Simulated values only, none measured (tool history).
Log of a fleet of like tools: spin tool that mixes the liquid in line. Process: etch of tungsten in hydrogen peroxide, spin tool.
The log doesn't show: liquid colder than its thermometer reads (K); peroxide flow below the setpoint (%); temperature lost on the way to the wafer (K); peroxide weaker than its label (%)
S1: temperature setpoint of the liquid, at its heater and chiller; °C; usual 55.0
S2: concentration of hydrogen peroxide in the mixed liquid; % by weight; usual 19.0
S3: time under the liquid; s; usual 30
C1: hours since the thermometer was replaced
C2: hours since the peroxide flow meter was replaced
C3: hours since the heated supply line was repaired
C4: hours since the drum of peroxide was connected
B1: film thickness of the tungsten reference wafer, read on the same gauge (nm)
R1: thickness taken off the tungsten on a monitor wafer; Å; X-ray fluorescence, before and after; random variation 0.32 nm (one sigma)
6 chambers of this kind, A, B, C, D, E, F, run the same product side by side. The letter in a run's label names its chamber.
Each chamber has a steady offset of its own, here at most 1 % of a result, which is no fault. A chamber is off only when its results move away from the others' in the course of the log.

run	day	S1	S2	S3	C1	C2	C3	C4	B1	R1
1D	0.233	55.0	19.0	30	275.5	1776.0	1079.4	131.3	139.98	353.40
2E	0.504	55.0	19.0	30	728.6	413.2	642.9	845.1	139.97	355.46
3C	0.667	55.0	19.0	30	585.3	854.9	2908.6	180.8	139.93	353.63
4F	0.842	55.0	19.0	30	1472.6	1062.7	2019.1	140.4	140.05	353.04
5A	1.067	55.0	19.0	30	83.7	98.2	770.5	451.2	140.00	351.86
6B	1.212	55.0	19.0	30	1858.1	190.0	927.3	108.4	140.01	353.07
7A	1.479	55.0	19.0	30	93.6	108.1	780.4	461.1	139.99	353.93
8E	1.667	55.0	19.0	30	756.5	441.1	670.8	873.0	139.99	354.02
9F	1.817	55.0	19.0	30	1496.0	1086.1	2042.5	163.8	140.00	344.34
10C	2.079	55.0	19.0	30	619.2	888.8	2942.5	214.7	139.94	350.53
11D	2.258	55.0	19.0	30	324.1	1824.6	1128.0	179.9	139.97	349.38
12B	2.438	55.0	19.0	30	1887.5	219.4	956.7	137.8	140.03	347.89
13F	2.608	55.0	19.0	30	1515.0	1105.1	2061.5	182.8	139.98	349.99
14D	2.804	55.0	19.0	30	337.2	1837.7	1141.1	193.0	140.01	352.08
15C	2.950	61.5	14.5	30	640.1	909.7	2963.4	235.6	140.00	453.79
16A	3.175	61.5	14.5	30	134.3	148.8	821.1	501.8	140.08	453.26
17B	3.325	61.5	14.5	30	1908.8	240.7	978.0	159.1	139.99	448.63
18E	3.525	61.5	14.5	30	801.1	485.7	715.4	917.6	140.05	451.88
19F	3.788	61.5	14.5	30	1543.3	1133.4	2089.8	211.1	140.01	438.56
20D	4.067	61.5	14.5	30	367.5	1868.0	1171.4	223.3	140.00	433.58
21B	4.200	55.0	19.0	30	1929.8	261.7	999.0	180.1	140.02	353.77
22E	4.342	55.0	19.0	30	820.7	505.3	735.0	937.2	140.04	356.15
23A	4.492	55.0	19.0	30	165.9	180.4	852.7	533.4	139.98	348.16
24C	4.750	55.0	19.0	30	683.3	952.9	3006.6	278.8	140.01	348.88
25C	5.008	55.0	19.0	30	689.5	959.1	3012.8	285.0	140.06	352.81
26D	5.142	55.0	15.5	30	393.3	1893.8	1197.2	249.1	140.03	301.02
27F	5.312	55.0	15.5	30	1579.9	1170.0	2126.4	247.7	139.96	312.35
28B	5.538	55.0	15.5	30	1961.9	293.8	1031.1	212.2	140.00	309.13
29E	5.758	55.0	15.5	30	854.7	539.3	769.0	971.2	140.04	313.55
30A	5.883	55.0	15.5	30	199.3	213.8	886.1	566.8	139.99	320.39
31C	6.058	55.0	15.5	30	714.7	984.3	3038.0	310.2	139.99	316.63
32B	6.204	55.0	19.0	30	1977.9	309.8	1047.1	228.2	139.95	349.80
33F	6.354	55.0	19.0	30	1604.9	1195.0	2151.4	272.7	140.04	344.35
# day 6.471: chamber D: peroxide flow meter replaced
34E	6.583	55.0	19.0	30	874.5	559.1	788.8	991.0	139.96	352.83
35A	6.846	55.0	19.0	30	222.4	236.9	909.2	589.9	139.99	353.19
36D	7.104	55.0	19.0	30	440.4	15.3	1244.3	296.2	139.98	333.13
37E	7.358	55.0	19.0	30	893.1	577.7	807.4	1009.6	139.99	349.32
38C	7.633	55.0	19.0	30	752.5	1022.1	3075.8	348.0	140.03	347.54
39B	7.867	55.0	19.0	30	2017.8	349.7	1087.0	268.1	139.99	349.44
40F	8.117	55.0	19.0	30	1647.2	1237.3	2193.7	315.0	139.95	347.03
41D	8.375	55.0	19.0	30	470.9	45.8	1274.8	326.7	139.97	323.17
42A	8.608	55.0	19.0	30	264.7	279.2	951.5	632.2	140.01	354.55
43F	8.742	55.0	19.0	30	1662.2	1252.3	2208.7	330.0	140.01	350.32
44B	9.012	55.0	19.0	30	2045.3	377.2	1114.5	295.6	140.00	345.26

What goes on in this fleet: one chamber off, a drifting gauge, or nothing beyond the chambers' own small offsets? Name the chamber and the cause, if any.

Chamber D drifts away from the others.
Cause: temperature lost on the way to the wafer (K) = 1.8.
The log may not tell that from: liquid colder than its thermometer reads (K).

Here are 4 candidates for chamber D's next run, each the usual settings with a change, their results left as question marks. Which one brings its results back in line with what the others give on the usual settings?
In line means no further than this from the other chambers' mean on the usual settings: R1 11.00 Å
45D-1	9.212	55.0	15.5	30						?
45D-2	9.212	55.0	17.5	30						?
45D-3	9.212	55.0	20.5	30						?
45D-4	9.212	56.5	19.0	30						?

The other chambers' mean on the usual settings: R1 350.57 Å
run	R1
45D-1	285.31
45D-2	303.48
45D-3	328.86
45D-4	346.45
45D-4 brings the chamber back in line.
